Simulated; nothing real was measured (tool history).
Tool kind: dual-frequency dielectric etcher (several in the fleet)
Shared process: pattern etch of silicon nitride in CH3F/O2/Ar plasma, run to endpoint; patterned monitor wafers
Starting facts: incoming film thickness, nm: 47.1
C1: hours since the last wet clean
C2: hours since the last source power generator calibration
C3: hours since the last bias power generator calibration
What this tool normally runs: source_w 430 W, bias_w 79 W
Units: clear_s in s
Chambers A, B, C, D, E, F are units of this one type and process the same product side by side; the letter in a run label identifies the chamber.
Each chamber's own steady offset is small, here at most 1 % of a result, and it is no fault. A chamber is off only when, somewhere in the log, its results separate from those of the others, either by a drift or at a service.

Run 1A, hour 7.3: usual settings; C1 225.5; C2 2930.5; C3 955.7. Result: clear_s 64.503 s.
Run 2D, hour 12.7: usual settings; C1 66.2; C2 612.7; C3 166. Result: clear_s 62.937 s.
Run 3B, hour 19.9: usual settings; C1 436.3; C2 2190.8; C3 1677.6. Result: clear_s 63.38 s.
Run 4F, hour 27.4: usual settings; C1 257.2; C2 365.4; C3 565.9. Result: clear_s 63.649 s.
Run 5C, hour 32.6: usual settings; C1 344.5; C2 738.9; C3 4147.1. Result: clear_s 63.957 s.
Run 6E, hour 37.6: usual settings; C1 228.9; C2 779.7; C3 2841.9. Result: clear_s 63.755 s.
At hour 40.8: chamber C: bias power generator calibrated.
Run 7A, hour 45.4: usual settings but bias_w 85 W; C1 263.6; C2 2968.6; C3 993.8. Result: clear_s 62.502 s.
Run 8B, hour 52.1: usual settings but bias_w 85 W; C1 468.5; C2 2223; C3 1709.8. Result: clear_s 61.958 s.
Run 9C, hour 56.9: usual settings but bias_w 85 W; C1 368.8; C2 763.2; C3 16.1. Result: clear_s 63.121 s.
Run 10F, hour 62.8: usual settings but bias_w 85 W; C1 292.6; C2 400.8; C3 601.3. Result: clear_s 62.669 s.
Run 11E, hour 68.3: usual settings but bias_w 85 W; C1 259.6; C2 810.4; C3 2872.6. Result: clear_s 62.13 s.
Run 12D, hour 75.8: usual settings but bias_w 85 W; C1 129.3; C2 675.8; C3 229.1. Result: clear_s 61.416 s.
Run 13D, hour 81.6: usual settings; C1 135.1; C2 681.6; C3 234.9. Result: clear_s 63.812 s.
Run 14C, hour 89.8: usual settings; C1 401.7; C2 796.1; C3 49. Result: clear_s 64.893 s.
At hour 94.8: chamber C: wet clean of the chamber.
Run 15F, hour 96.8: usual settings; C1 326.6; C2 434.8; C3 635.3. Result: clear_s 63.766 s.
Run 16A, hour 103.9: usual settings; C1 322.1; C2 3027.1; C3 1052.3. Result: clear_s 64.811 s.
Run 17B, hour 109.9: usual settings; C1 526.3; C2 2280.8; C3 1767.6. Result: clear_s 63.35 s.
Run 18E, hour 118: usual settings; C1 309.3; C2 860.1; C3 2922.3. Result: clear_s 63.856 s.
At hour 120.7: chamber B: wet clean of the chamber.
Run 19A, hour 122.6: usual settings; C1 340.8; C2 3045.8; C3 1071. Result: clear_s 64.153 s.
Run 20E, hour 127.6: usual settings; C1 318.9; C2 869.7; C3 2931.9. Result: clear_s 64.58 s.
Run 21D, hour 135.3: usual settings; C1 188.8; C2 735.3; C3 288.6. Result: clear_s 63.769 s.
Run 22F, hour 141.8: usual settings; C1 371.6; C2 479.8; C3 680.3. Result: clear_s 64.42 s.
Run 23C, hour 147.4: usual settings; C1 52.7; C2 853.7; C3 106.6. Result: clear_s 62.191 s.
Run 24B, hour 154: usual settings; C1 33.4; C2 2324.9; C3 1811.7. Result: clear_s 63.499 s.
Run 25A, hour 159.3: usual settings; C1 377.5; C2 3082.5; C3 1107.7. Result: clear_s 64.994 s.
Run 26D, hour 163.8: usual settings; C1 217.3; C2 763.8; C3 317.1. Result: clear_s 63.409 s.
Run 27E, hour 169.6: usual settings; C1 360.9; C2 911.7; C3 2973.9. Result: clear_s 64.406 s.
Run 28F, hour 174.2: usual settings; C1 404; C2 512.2; C3 712.7. Result: clear_s 63.794 s.
Run 29C, hour 181: usual settings; C1 86.3; C2 887.3; C3 140.2. Result: clear_s 62.343 s.
Run 30B, hour 185.2: usual settings; C1 64.6; C2 2356.1; C3 1842.9. Result: clear_s 63.514 s.
Run 31A, hour 193.3: usual settings; C1 411.5; C2 3116.5; C3 1141.7. Result: clear_s 64.488 s.
Run 32C, hour 200.7: usual settings but source_w 360 W; C1 106; C2 907; C3 159.9. Result: clear_s 65.936 s.
Run 33D, hour 207.1: usual settings but source_w 360 W; C1 260.6; C2 807.1; C3 360.4. Result: clear_s 68.407 s.
Run 34E, hour 211.4: usual settings but source_w 360 W; C1 402.7; C2 953.5; C3 3015.7. Result: clear_s 68.584 s.
Run 35F, hour 218.8: usual settings but source_w 360 W; C1 448.6; C2 556.8; C3 757.3. Result: clear_s 68.618 s.
Run 36B, hour 223.7: usual settings but source_w 360 W; C1 103.1; C2 2394.6; C3 1881.4. Result: clear_s 68.385 s.

The same settings go to every chamber for the next run, one line per chamber below. Forecast the results for each:
Run 37A, hour 229.7: usual settings. Result: clear_s ?.
Run 37B, hour 229.7: usual settings. Result: clear_s ?.
Run 37C, hour 229.7: usual settings. Result: clear_s ?.
Run 37D, hour 229.7: usual settings. Result: clear_s ?.
Run 37E, hour 229.7: usual settings. Result: clear_s ?.
Run 37F, hour 229.7: usual settings. Result: clear_s ?.

run  clear_s
37A   64.124
37B   63.926
37C   62.172
37D   63.293
37E    63.92
37F   64.041

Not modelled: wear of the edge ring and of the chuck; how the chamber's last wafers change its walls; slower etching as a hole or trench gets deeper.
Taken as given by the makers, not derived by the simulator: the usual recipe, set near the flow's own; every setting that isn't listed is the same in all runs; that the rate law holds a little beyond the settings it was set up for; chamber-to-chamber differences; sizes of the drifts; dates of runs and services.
